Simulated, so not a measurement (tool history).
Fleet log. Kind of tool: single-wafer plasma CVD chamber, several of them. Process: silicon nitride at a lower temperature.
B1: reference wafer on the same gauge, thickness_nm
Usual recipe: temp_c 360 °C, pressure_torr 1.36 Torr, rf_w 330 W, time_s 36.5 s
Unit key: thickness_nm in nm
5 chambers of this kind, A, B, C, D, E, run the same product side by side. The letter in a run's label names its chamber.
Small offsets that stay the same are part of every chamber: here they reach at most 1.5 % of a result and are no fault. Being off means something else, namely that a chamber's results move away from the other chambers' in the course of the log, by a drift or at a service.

{"run": "1E", "hour": 7.2, "temp_c": 360, "pressure_torr": 1.36, "rf_w": 330, "time_s": 36.5, "B1": 40.203, "thickness_nm": 43.524}
{"run": "2D", "hour": 14.9, "temp_c": 360, "pressure_torr": 1.36, "rf_w": 330, "time_s": 36.5, "B1": 40.219, "thickness_nm": 43.756}
{"run": "3A", "hour": 24.7, "temp_c": 360, "pressure_torr": 1.36, "rf_w": 330, "time_s": 36.5, "B1": 40.213, "thickness_nm": 44.172}
{"run": "4C", "hour": 37.0, "temp_c": 360, "pressure_torr": 1.36, "rf_w": 330, "time_s": 36.5, "B1": 40.233, "thickness_nm": 43.653}
{"run": "5B", "hour": 45.9, "temp_c": 360, "pressure_torr": 1.36, "rf_w": 295, "time_s": 36.5, "B1": 40.221, "thickness_nm": 40.325}
{"run": "6E", "hour": 56.5, "temp_c": 360, "pressure_torr": 1.36, "rf_w": 295, "time_s": 36.5, "B1": 40.243, "thickness_nm": 40.483}
{"run": "7B", "hour": 70.2, "temp_c": 360, "pressure_torr": 1.36, "rf_w": 295, "time_s": 36.5, "B1": 40.258, "thickness_nm": 40.36}
{"run": "8C", "hour": 78.9, "temp_c": 360, "pressure_torr": 1.36, "rf_w": 295, "time_s": 36.5, "B1": 40.264, "thickness_nm": 40.624}
{"run": "9A", "hour": 85.6, "temp_c": 360, "pressure_torr": 1.36, "rf_w": 295, "time_s": 36.5, "B1": 40.254, "thickness_nm": 41.025}
{"run": "10D", "hour": 95.7, "temp_c": 360, "pressure_torr": 1.36, "rf_w": 330, "time_s": 36.5, "B1": 40.273, "thickness_nm": 43.787}
{"run": "11D", "hour": 103.3, "temp_c": 360, "pressure_torr": 1.36, "rf_w": 330, "time_s": 36.5, "B1": 40.277, "thickness_nm": 43.872}
{"run": "12A", "hour": 113.2, "temp_c": 360, "pressure_torr": 1.36, "rf_w": 330, "time_s": 36.5, "B1": 40.266, "thickness_nm": 44.02}
{"run": "13E", "hour": 126.4, "temp_c": 360, "pressure_torr": 1.36, "rf_w": 330, "time_s": 36.5, "B1": 40.297, "thickness_nm": 43.644}
{"run": "14C", "hour": 133.6, "temp_c": 360, "pressure_torr": 1.36, "rf_w": 330, "time_s": 36.5, "B1": 40.29, "thickness_nm": 43.926}
{"run": "15B", "hour": 144.4, "temp_c": 360, "pressure_torr": 1.36, "rf_w": 330, "time_s": 36.5, "B1": 40.294, "thickness_nm": 43.465}
{"run": "16A", "hour": 154.2, "temp_c": 360, "pressure_torr": 1.36, "rf_w": 330, "time_s": 36.5, "B1": 40.331, "thickness_nm": 44.108}
{"hour": 158.0, "done": "chamber E: capacitance manometer re-zeroed and calibrated"}
{"run": "17B", "hour": 165.4, "temp_c": 360, "pressure_torr": 1.36, "rf_w": 330, "time_s": 36.5, "B1": 40.316, "thickness_nm": 43.485}
{"run": "18E", "hour": 174.1, "temp_c": 360, "pressure_torr": 1.36, "rf_w": 330, "time_s": 36.5, "B1": 40.324, "thickness_nm": 43.627}
{"run": "19D", "hour": 184.8, "temp_c": 360, "pressure_torr": 1.36, "rf_w": 330, "time_s": 36.5, "B1": 40.342, "thickness_nm": 43.84}
{"hour": 190.4, "done": "chamber A: thermocouple changed; heater temperature recalibrated"}
{"run": "20C", "hour": 195.5, "temp_c": 360, "pressure_torr": 1.36, "rf_w": 330, "time_s": 36.5, "B1": 40.328, "thickness_nm": 43.859}
{"run": "21E", "hour": 207.7, "temp_c": 360, "pressure_torr": 1.36, "rf_w": 330, "time_s": 36.5, "B1": 40.334, "thickness_nm": 43.68}
{"run": "22B", "hour": 217.6, "temp_c": 360, "pressure_torr": 1.36, "rf_w": 330, "time_s": 36.5, "B1": 40.34, "thickness_nm": 43.622}
{"run": "23A", "hour": 229.5, "temp_c": 360, "pressure_torr": 1.36, "rf_w": 330, "time_s": 36.5, "B1": 40.362, "thickness_nm": 44.219}
{"run": "24C", "hour": 235.4, "temp_c": 360, "pressure_torr": 1.36, "rf_w": 330, "time_s": 36.5, "B1": 40.367, "thickness_nm": 43.946}
{"run": "25D", "hour": 244.6, "temp_c": 360, "pressure_torr": 1.36, "rf_w": 330, "time_s": 36.5, "B1": 40.368, "thickness_nm": 43.8}
{"run": "26C", "hour": 256.7, "temp_c": 360, "pressure_torr": 1.36, "rf_w": 330, "time_s": 32.8, "B1": 40.391, "thickness_nm": 39.619}
{"run": "27D", "hour": 267.5, "temp_c": 360, "pressure_torr": 1.36, "rf_w": 330, "time_s": 32.8, "B1": 40.393, "thickness_nm": 39.423}
{"run": "28A", "hour": 275.3, "temp_c": 360, "pressure_torr": 1.36, "rf_w": 330, "time_s": 32.8, "B1": 40.391, "thickness_nm": 39.85}
{"run": "29E", "hour": 284.6, "temp_c": 360, "pressure_torr": 1.36, "rf_w": 330, "time_s": 32.8, "B1": 40.415, "thickness_nm": 39.33}
{"run": "30B", "hour": 295.3, "temp_c": 360, "pressure_torr": 1.36, "rf_w": 330, "time_s": 32.8, "B1": 40.413, "thickness_nm": 39.149}
{"run": "31C", "hour": 306.2, "temp_c": 360, "pressure_torr": 1.36, "rf_w": 330, "time_s": 36.5, "B1": 40.426, "thickness_nm": 44.005}

All 5 chambers run these settings next. Forecast each chamber's results:
{"run": "32A", "hour": 316.0, "temp_c": 360, "pressure_torr": 1.46, "rf_w": 330, "time_s": 36.5, "thickness_nm": "?"}
{"run": "32B", "hour": 316.0, "temp_c": 360, "pressure_torr": 1.46, "rf_w": 330, "time_s": 36.5, "thickness_nm": "?"}
{"run": "32C", "hour": 316.0, "temp_c": 360, "pressure_torr": 1.46, "rf_w": 330, "time_s": 36.5, "thickness_nm": "?"}
{"run": "32D", "hour": 316.0, "temp_c": 360, "pressure_torr": 1.46, "rf_w": 330, "time_s": 36.5, "thickness_nm": "?"}
{"run": "32E", "hour": 316.0, "temp_c": 360, "pressure_torr": 1.46, "rf_w": 330, "time_s": 36.5, "thickness_nm": "?"}

run=32A thickness_nm=45.248
run=32B thickness_nm=44.525
run=32C thickness_nm=44.793
run=32D thickness_nm=44.819
run=32E thickness_nm=44.632
